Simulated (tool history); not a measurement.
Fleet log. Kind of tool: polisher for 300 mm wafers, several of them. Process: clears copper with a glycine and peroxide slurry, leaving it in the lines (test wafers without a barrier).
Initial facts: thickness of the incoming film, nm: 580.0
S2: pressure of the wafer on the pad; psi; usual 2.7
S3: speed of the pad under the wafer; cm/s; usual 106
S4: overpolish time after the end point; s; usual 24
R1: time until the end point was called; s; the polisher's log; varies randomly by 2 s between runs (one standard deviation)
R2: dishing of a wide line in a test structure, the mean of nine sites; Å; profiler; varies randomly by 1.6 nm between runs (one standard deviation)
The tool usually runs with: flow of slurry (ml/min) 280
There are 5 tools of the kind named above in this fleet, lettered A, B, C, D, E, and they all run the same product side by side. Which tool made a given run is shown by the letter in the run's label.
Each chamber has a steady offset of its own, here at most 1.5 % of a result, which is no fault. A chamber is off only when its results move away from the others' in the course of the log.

-- hour=0.4 chamber B: worn pad replaced by a new one
run 1A hour=6.8 | flow_of_slurry_(ml/min)=280 S2=2.7 S3=106 S4=24 | R1=110.810 R2=682.34
-- hour=8.0 chamber E: slurry nozzle cleaned
-- hour=9.0 chamber E: worn pad replaced by a new one
run 2B hour=12.7 | flow_of_slurry_(ml/min)=280 S2=2.7 S3=106 S4=24 | R1=107.100 R2=643.51
run 3E hour=19.4 | flow_of_slurry_(ml/min)=280 S2=2.7 S3=106 S4=24 | R1=110.960 R2=655.24
run 4D hour=27.7 | flow_of_slurry_(ml/min)=280 S2=2.7 S3=106 S4=24 | R1=110.610 R2=656.79
-- hour=30.2 chamber A: slurry nozzle cleaned
run 5C hour=34.8 | flow_of_slurry_(ml/min)=280 S2=2.7 S3=106 S4=24 | R1=112.030 R2=661.20
run 6A hour=41.7 | flow_of_slurry_(ml/min)=280 S2=2.7 S3=106 S4=24 | R1=112.490 R2=682.84
-- hour=43.7 chamber D: worn pad replaced by a new one
run 7D hour=49.4 | flow_of_slurry_(ml/min)=375 S2=3.4 S3=106 S4=24 | R1=90.672 R2=743.32
-- hour=55.4 chamber C: worn pad replaced by a new one
run 8B hour=57.6 | flow_of_slurry_(ml/min)=375 S2=3.4 S3=106 S4=24 | R1=89.370 R2=715.99
run 9C hour=65.9 | flow_of_slurry_(ml/min)=375 S2=3.4 S3=106 S4=24 | R1=90.378 R2=734.97
-- hour=67.3 chamber B: worn pad replaced by a new one
-- hour=73.2 chamber A: worn pad replaced by a new one
run 10E hour=73.3 | flow_of_slurry_(ml/min)=375 S2=3.4 S3=106 S4=24 | R1=87.637 R2=736.78
-- hour=75.3 chamber E: worn pad replaced by a new one
run 11B hour=80.6 | flow_of_slurry_(ml/min)=375 S2=3.4 S3=106 S4=24 | R1=90.069 R2=758.53
run 12A hour=88.7 | flow_of_slurry_(ml/min)=280 S2=3.3 S3=122 S4=24 | R1=82.689 R2=800.71
run 13E hour=93.6 | flow_of_slurry_(ml/min)=280 S2=3.3 S3=122 S4=24 | R1=80.772 R2=763.63
run 14C hour=102.5 | flow_of_slurry_(ml/min)=280 S2=3.3 S3=122 S4=24 | R1=83.955 R2=773.66
-- hour=106.9 chamber B: head pressure recalibrated
run 15D hour=112.0 | flow_of_slurry_(ml/min)=280 S2=3.3 S3=122 S4=24 | R1=85.862 R2=764.18
run 16E hour=118.8 | flow_of_slurry_(ml/min)=280 S2=3.3 S3=122 S4=24 | R1=81.335 R2=771.71
run 17D hour=123.0 | flow_of_slurry_(ml/min)=280 S2=2.7 S3=106 S4=24 | R1=110.670 R2=673.68
run 18A hour=128.3 | flow_of_slurry_(ml/min)=280 S2=2.7 S3=106 S4=24 | R1=112.680 R2=670.63
-- hour=132.4 chamber E: worn pad replaced by a new one
run 19C hour=132.5 | flow_of_slurry_(ml/min)=280 S2=2.7 S3=106 S4=24 | R1=109.330 R2=644.94
-- hour=135.3 chamber E: head pressure recalibrated
run 20B hour=139.0 | flow_of_slurry_(ml/min)=280 S2=2.7 S3=122 S4=35 | R1=94.967 R2=822.71
-- hour=139.9 chamber B: worn pad replaced by a new one
run 21D hour=143.5 | flow_of_slurry_(ml/min)=280 S2=2.7 S3=122 S4=35 | R1=99.502 R2=837.48
run 22A hour=152.1 | flow_of_slurry_(ml/min)=280 S2=2.7 S3=122 S4=35 | R1=98.158 R2=821.73
run 23C hour=158.3 | flow_of_slurry_(ml/min)=280 S2=2.7 S3=122 S4=35 | R1=94.974 R2=825.73
run 24E hour=167.7 | flow_of_slurry_(ml/min)=280 S2=2.7 S3=122 S4=35 | R1=95.723 R2=848.39
-- hour=170.8 chamber A: worn pad replaced by a new one
run 25B hour=176.8 | flow_of_slurry_(ml/min)=280 S2=3.3 S3=92 S4=24 | R1=104.120 R2=665.63
run 26A hour=181.9 | flow_of_slurry_(ml/min)=280 S2=3.3 S3=92 S4=24 | R1=108.220 R2=663.18
-- hour=182.5 chamber C: worn pad replaced by a new one
-- hour=184.1 chamber D: worn pad replaced by a new one
run 27C hour=189.7 | flow_of_slurry_(ml/min)=280 S2=3.3 S3=92 S4=24 | R1=109.030 R2=689.55
run 28E hour=198.5 | flow_of_slurry_(ml/min)=280 S2=3.3 S3=92 S4=24 | R1=110.230 R2=682.26
-- hour=202.3 chamber B: worn pad replaced by a new one
run 29B hour=204.0 | flow_of_slurry_(ml/min)=280 S2=3.3 S3=92 S4=24 | R1=101.590 R2=669.61
-- hour=204.7 chamber E: worn pad replaced by a new one
-- hour=208.4 chamber A: slurry nozzle cleaned
run 30D hour=211.0 | flow_of_slurry_(ml/min)=280 S2=2.7 S3=106 S4=24 | R1=115.150 R2=672.13
run 31B hour=218.6 | flow_of_slurry_(ml/min)=280 S2=2.2 S3=106 S4=19 | R1=131.590 R2=480.69
run 32E hour=223.9 | flow_of_slurry_(ml/min)=280 S2=2.2 S3=106 S4=19 | R1=130.130 R2=506.48
run 33C hour=233.0 | flow_of_slurry_(ml/min)=280 S2=2.2 S3=106 S4=19 | R1=133.410 R2=488.23
run 34D hour=240.2 | flow_of_slurry_(ml/min)=280 S2=2.2 S3=106 S4=19 | R1=137.830 R2=517.01
run 35A hour=245.5 | flow_of_slurry_(ml/min)=280 S2=2.2 S3=106 S4=19 | R1=133.850 R2=512.28
run 36D hour=250.6 | flow_of_slurry_(ml/min)=280 S2=2.7 S3=106 S4=24 | R1=110.090 R2=646.80
run 37C hour=256.9 | flow_of_slurry_(ml/min)=280 S2=2.7 S3=106 S4=24 | R1=109.690 R2=653.98
run 38E hour=263.7 | flow_of_slurry_(ml/min)=280 S2=2.7 S3=106 S4=24 | R1=112.120 R2=640.18
-- hour=270.1 chamber B: worn pad replaced by a new one
run 39B hour=270.5 | flow_of_slurry_(ml/min)=280 S2=2.7 S3=84 S4=20 | R1=135.270 R2=509.54

Which is it: a chamber that has drifted or been left off by a service, a gauge drift common to all chambers, or only each chamber's usual small offset? If a chamber is off, name it and its likeliest cause.

Beyond each chamber's small constant offset nothing stands out, and the gauge stays steady.
